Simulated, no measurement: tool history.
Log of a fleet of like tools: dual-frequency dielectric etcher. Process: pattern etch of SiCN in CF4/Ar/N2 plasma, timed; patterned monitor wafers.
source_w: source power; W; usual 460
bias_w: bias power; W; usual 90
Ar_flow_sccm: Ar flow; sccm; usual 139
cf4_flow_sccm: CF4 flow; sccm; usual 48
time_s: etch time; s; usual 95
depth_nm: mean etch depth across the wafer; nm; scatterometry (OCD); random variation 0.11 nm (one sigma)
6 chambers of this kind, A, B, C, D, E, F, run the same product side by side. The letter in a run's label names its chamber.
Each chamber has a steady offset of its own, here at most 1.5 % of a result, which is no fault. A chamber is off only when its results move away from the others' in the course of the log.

run   hour  source_w  bias_w  Ar_flow_sccm  cf4_flow_sccm  time_s  hours since the last wet clean  hours since the last source power generator calibration  hours since the last bias power generator calibration  hours since the last Ar flow controller change  hours since the last CF4 flow controller change  read-back reference wafer on the same gauge, depth_nm  depth_nm
 1C    7.7       460      90           139             48      95                           234.3                                                   1712.2                                                  134.8                                           176.4                                            108.6                                                 83.813    81.063
 2A   15.2       460      90           139             48      95                           532.5                                                   1065.4                                                   92.4                                          2357.9                                           3265.7                                                 83.778    80.450
      19.3  -- chamber A: wet clean of the chamber
 3F   21.8       460      90           139             48      95                            43.0                                                   2275.7                                                 3025.1                                          2378.8                                            220.0                                                 83.755    81.283
 4B   27.2       460      90           139             48      95                           323.0                                                   1259.2                                                 1257.8                                          2340.9                                           3537.8                                                 83.755    81.754
 5D   33.0       460      90           139             48      95                           175.1                                                   2750.2                                                 2173.6                                          2973.5                                           2280.7                                                 83.733    80.756
 6E   39.9       460      90           139             48      95                           227.9                                                    433.3                                                 2967.1                                          2198.1                                           3162.8                                                 83.765    81.338
 7B   44.6       460      90           108             48      95                           340.4                                                   1276.6                                                 1275.2                                          2358.3                                           3555.2                                                 83.706    85.089
      48.0  -- chamber B: wet clean of the chamber
 8A   49.7       460      90           108             48      95                            30.5                                                   1099.9                                                  126.9                                          2392.4                                           3300.2                                                 83.691    83.292
 9E   54.3       460      90           108             48      95                           242.3                                                    447.7                                                 2981.5                                          2212.5                                           3177.2                                                 83.694    84.523
10C   60.4       460      90           108             48      95                           287.0                                                   1764.9                                                  187.5                                           229.1                                            161.3                                                 83.718    84.122
11D   65.8       460      90           108             48      95                           207.9                                                   2783.0                                                 2206.4                                          3006.3                                           2313.5                                                 83.651    83.678
12F   73.0       460      90           108             48      95                            94.2                                                   2326.9                                                 3076.3                                          2430.0                                            271.2                                                 83.676    84.327
13E   79.2       460      90           120             48      95                           267.2                                                    472.6                                                 3006.4                                          2237.4                                           3202.1                                                 83.673    83.246
14F   86.9       460      90           120             48      95                           108.1                                                   2340.8                                                 3090.2                                          2443.9                                            285.1                                                 83.628    82.985
15C   92.8       460      90           120             48      95                           319.4                                                   1797.3                                                  219.9                                           261.5                                            193.7                                                 83.621    82.806
16B   99.9       460      90           120             48      95                            52.0                                                   1331.9                                                 1330.5                                          2413.6                                           3610.5                                                 83.613    83.324
17D  106.7       460      90           120             48      95                           248.8                                                   2823.9                                                 2247.3                                          3047.2                                           2354.4                                                 83.601    82.261
18A  113.3       460      90           120             48      95                            94.1                                                   1163.5                                                  190.5                                          2456.0                                           3363.8                                                 83.608    81.837
19D  120.4       460      90           139             48      95                           262.5                                                   2837.6                                                 2261.0                                          3060.9                                           2368.1                                                 83.561    80.533
20C  125.7       460      90           139             48      95                           352.3                                                   1830.2                                                  252.8                                           294.4                                            226.6                                                 83.573    80.848
21A  129.3       460      90           139             48      95                           110.1                                                   1179.5                                                  206.5                                          2472.0                                           3379.8                                                 83.575    79.878
22B  134.6       460      90           139             48      95                            86.7                                                   1366.6                                                 1365.2                                          2448.3                                           3645.2                                                 83.557    81.390
23F  142.0       460      90           113             54      95                           163.2                                                   2395.9                                                 3145.3                                          2499.0                                            340.2                                                 83.544    85.183
24E  148.8       460      90           113             54      95                           336.8                                                    542.2                                                 3076.0                                          2307.0                                           3271.7                                                 83.545    85.513
25F  153.4       460      90           113             54      95                           174.6                                                   2407.3                                                 3156.7                                          2510.4                                            351.6                                                 83.520    85.133
26B  158.8       460      90           113             54      95                           110.9                                                   1390.8                                                 1389.4                                          2472.5                                           3669.4                                                 83.515    85.693
27C  165.0       460      90           113             54      95                           391.6                                                   1869.5                                                  292.1                                           333.7                                            265.9                                                 83.491    84.648
28D  169.4       460      90           113             54      95                           311.5                                                   2886.6                                                 2310.0                                          3109.9                                           2417.1                                                 83.494    84.375
     173.6  -- chamber E: wet clean of the chamber
29E  175.4       460      90           139             48      95                             1.9                                                    568.8                                                 3102.6                                          2333.6                                           3298.3                                                 83.454    81.251
30A  181.1       460      90           139             48      95                           161.9                                                   1231.3                                                  258.3                                          2523.8                                           3431.6                                                 83.493    79.972
31F  185.6       460      90           139             48      95                           206.8                                                   2439.5                                                 3188.9                                          2542.6                                            383.8                                                 83.451    80.977
32C  192.1       370      90           139             59      95                           418.7                                                   1896.6                                                  319.2                                           360.8                                            293.0                                                 83.459    68.906
33B  195.9       370      90           139             59      95                           148.0                                                   1427.9                                                 1426.5                                          2509.6                                           3706.5                                                 83.436    69.493
34A  202.4       370      90           139             59      95                           183.2                                                   1252.6                                                  279.6                                          2545.1                                           3452.9                                                 83.421    68.500
     203.0  -- chamber C: wet clean of the chamber
35E  206.8       370      90           139             59      95                            33.3                                                    600.2                                                 3134.0                                          2365.0                                           3329.7                                                 83.421    69.794
36D  210.8       370      90           139             59      95                           352.9                                                   2928.0                                                 2351.4                                          3151.3                                           2458.5                                                 83.389    68.677
37E  215.9       370      90           139             59      95                            42.4                                                    609.3                                                 3143.1                                          2374.1                                           3338.8                                                 83.379    69.646
38D  222.6       460      90           139             48      95                           364.7                                                   2939.8                                                 2363.2                                          3163.1                                           2470.3                                                 83.392    80.214
39A  227.7       460      90           139             48      95                           208.5                                                   1277.9                                                  304.9                                          2570.4                                           3478.2                                                 83.386    79.592
40B  233.7       460      90           139             48      95                           185.8                                                   1465.7                                                 1464.3                                          2547.4                                           3744.3                                                 83.387    81.545
41C  241.6       460      90           139             59      95                            38.6                                                   1946.1                                                  368.7                                           410.3                                            342.5                                                 83.388    83.019
42F  249.2       460      90           139             59      95                           270.4                                                   2503.1                                                 3252.5                                          2606.2                                            447.4                                                 83.329    83.576
43B  254.0       460      90           139             59      95                           206.1                                                   1486.0                                                 1484.6                                          2567.7                                           3764.6                                                 83.339    84.006

Is one chamber off against the others, does the gauge drift, or is nothing wrong? If a chamber is off, say which, and what the likeliest cause is.

The gauge drifts, so all chambers seem to drift together. No chamber is off.
Cause: gauge reads low (%) = 0.563.
